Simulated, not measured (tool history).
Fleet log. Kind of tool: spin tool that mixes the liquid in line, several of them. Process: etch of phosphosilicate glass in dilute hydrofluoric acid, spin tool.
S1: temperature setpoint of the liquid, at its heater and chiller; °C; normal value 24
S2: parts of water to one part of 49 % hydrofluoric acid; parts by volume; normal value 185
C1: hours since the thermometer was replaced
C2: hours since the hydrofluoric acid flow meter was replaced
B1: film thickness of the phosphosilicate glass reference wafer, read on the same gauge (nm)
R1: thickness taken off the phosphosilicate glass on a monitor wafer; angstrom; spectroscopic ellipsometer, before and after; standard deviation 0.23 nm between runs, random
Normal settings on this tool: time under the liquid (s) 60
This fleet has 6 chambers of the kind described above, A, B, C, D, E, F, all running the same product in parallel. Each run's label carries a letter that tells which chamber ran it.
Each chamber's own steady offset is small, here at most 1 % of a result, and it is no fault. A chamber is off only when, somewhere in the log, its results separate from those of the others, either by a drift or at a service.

run 1F hour=11.6 | S1=24 S2=185 time_under_the_liquid_(s)=60 | C1=1316.4 C2=254.8 | B1=40.019 | R1=588.37
run 2C hour=20.6 | S1=24 S2=185 time_under_the_liquid_(s)=60 | C1=808.3 C2=1798.8 | B1=39.958 | R1=591.64
run 3B hour=27.1 | S1=24 S2=185 time_under_the_liquid_(s)=60 | C1=1639.8 C2=633 | B1=40.006 | R1=590.89
run 4A hour=33.7 | S1=24 S2=185 time_under_the_liquid_(s)=60 | C1=519.7 C2=184.1 | B1=39.987 | R1=577.68
run 5E hour=39.7 | S1=24 S2=185 time_under_the_liquid_(s)=60 | C1=1582.6 C2=328.4 | B1=40.003 | R1=582.8
run 6D hour=47 | S1=24 S2=185 time_under_the_liquid_(s)=40 | C1=1730.9 C2=1812.5 | B1=40.004 | R1=390.9
run 7E hour=54.8 | S1=24 S2=185 time_under_the_liquid_(s)=40 | C1=1597.7 C2=343.5 | B1=39.994 | R1=392.19
run 8A hour=61 | S1=24 S2=185 time_under_the_liquid_(s)=40 | C1=547 C2=211.4 | B1=39.991 | R1=389.57
run 9D hour=68.6 | S1=24 S2=185 time_under_the_liquid_(s)=40 | C1=1752.5 C2=1834.1 | B1=39.995 | R1=392.69
run 10F hour=77.7 | S1=24 S2=185 time_under_the_liquid_(s)=40 | C1=1382.5 C2=320.9 | B1=40.011 | R1=392.06
run 11C hour=86.8 | S1=24 S2=185 time_under_the_liquid_(s)=40 | C1=874.5 C2=1865 | B1=39.981 | R1=393.36
run 12B hour=97.4 | S1=24 S2=185 time_under_the_liquid_(s)=60 | C1=1710.1 C2=703.3 | B1=39.996 | R1=587.71
run 13D hour=109 | S1=24 S2=185 time_under_the_liquid_(s)=25 | C1=1792.9 C2=1874.5 | B1=40.004 | R1=245.09
run 14E hour=119.7 | S1=24 S2=185 time_under_the_liquid_(s)=25 | C1=1662.6 C2=408.4 | B1=40.041 | R1=244.31
run 15A hour=129.6 | S1=24 S2=185 time_under_the_liquid_(s)=25 | C1=615.6 C2=280 | B1=39.99 | R1=245.42
run 16B hour=138.3 | S1=24 S2=185 time_under_the_liquid_(s)=25 | C1=1751 C2=744.2 | B1=40.017 | R1=244.09
run 17C hour=144.5 | S1=24 S2=185 time_under_the_liquid_(s)=25 | C1=932.2 C2=1922.7 | B1=39.995 | R1=245.51
run 18F hour=154.6 | S1=24 S2=185 time_under_the_liquid_(s)=25 | C1=1459.4 C2=397.8 | B1=40.03 | R1=245.14
run 19E hour=163.6 | S1=24 S2=185 time_under_the_liquid_(s)=60 | C1=1706.5 C2=452.3 | B1=39.999 | R1=584.81
run 20B hour=171.1 | S1=24 S2=185 time_under_the_liquid_(s)=60 | C1=1783.8 C2=777 | B1=40.016 | R1=589.22
run 21C hour=178.4 | S1=24 S2=185 time_under_the_liquid_(s)=60 | C1=966.1 C2=1956.6 | B1=40.004 | R1=588.34
run 22A hour=189.1 | S1=24 S2=185 time_under_the_liquid_(s)=60 | C1=675.1 C2=339.5 | B1=40.005 | R1=586.18
run 23D hour=195.4 | S1=24 S2=185 time_under_the_liquid_(s)=60 | C1=1879.3 C2=1960.9 | B1=39.983 | R1=590.32
run 24F hour=202.6 | S1=20.5 S2=185 time_under_the_liquid_(s)=60 | C1=1507.4 C2=445.8 | B1=39.973 | R1=516.49
run 25A hour=214.6 | S1=20.5 S2=185 time_under_the_liquid_(s)=60 | C1=700.6 C2=365 | B1=39.983 | R1=510.66
run 26B hour=226.1 | S1=20.5 S2=185 time_under_the_liquid_(s)=60 | C1=1838.8 C2=832 | B1=40.019 | R1=514.59
run 27C hour=232.7 | S1=20.5 S2=185 time_under_the_liquid_(s)=60 | C1=1020.4 C2=2010.9 | B1=40.013 | R1=516.39
run 28D hour=240.1 | S1=20.5 S2=185 time_under_the_liquid_(s)=60 | C1=1924 C2=2005.6 | B1=40.009 | R1=519.68
run 29F hour=248.3 | S1=20.5 S2=185 time_under_the_liquid_(s)=60 | C1=1553.1 C2=491.5 | B1=39.999 | R1=512.95
run 30E hour=255.5 | S1=24 S2=185 time_under_the_liquid_(s)=60 | C1=1798.4 C2=544.2 | B1=40.048 | R1=585.85
run 31A hour=262 | S1=24 S2=185 time_under_the_liquid_(s)=60 | C1=748 C2=412.4 | B1=39.994 | R1=584.26
run 32D hour=270.1 | S1=24 S2=185 time_under_the_liquid_(s)=60 | C1=1954 C2=2035.6 | B1=39.999 | R1=589.67
run 33E hour=275.6 | S1=24 S2=185 time_under_the_liquid_(s)=60 | C1=1818.5 C2=564.3 | B1=40.008 | R1=583.53
run 34C hour=283.5 | S1=24 S2=185 time_under_the_liquid_(s)=60 | C1=1071.2 C2=2061.7 | B1=39.995 | R1=587.34
run 35B hour=291.9 | S1=24 S2=250 time_under_the_liquid_(s)=60 | C1=1904.6 C2=897.8 | B1=40.01 | R1=406.28
run 36F hour=299 | S1=24 S2=250 time_under_the_liquid_(s)=60 | C1=1603.8 C2=542.2 | B1=39.979 | R1=405.81

One chamber off, gauge drift, or nothing amiss beyond the chambers' own small offsets? If it is a chamber, which one, and what is the likeliest cause?

The fleet is healthy, with each chamber sitting at its usual small offset and no drift in the gauge.

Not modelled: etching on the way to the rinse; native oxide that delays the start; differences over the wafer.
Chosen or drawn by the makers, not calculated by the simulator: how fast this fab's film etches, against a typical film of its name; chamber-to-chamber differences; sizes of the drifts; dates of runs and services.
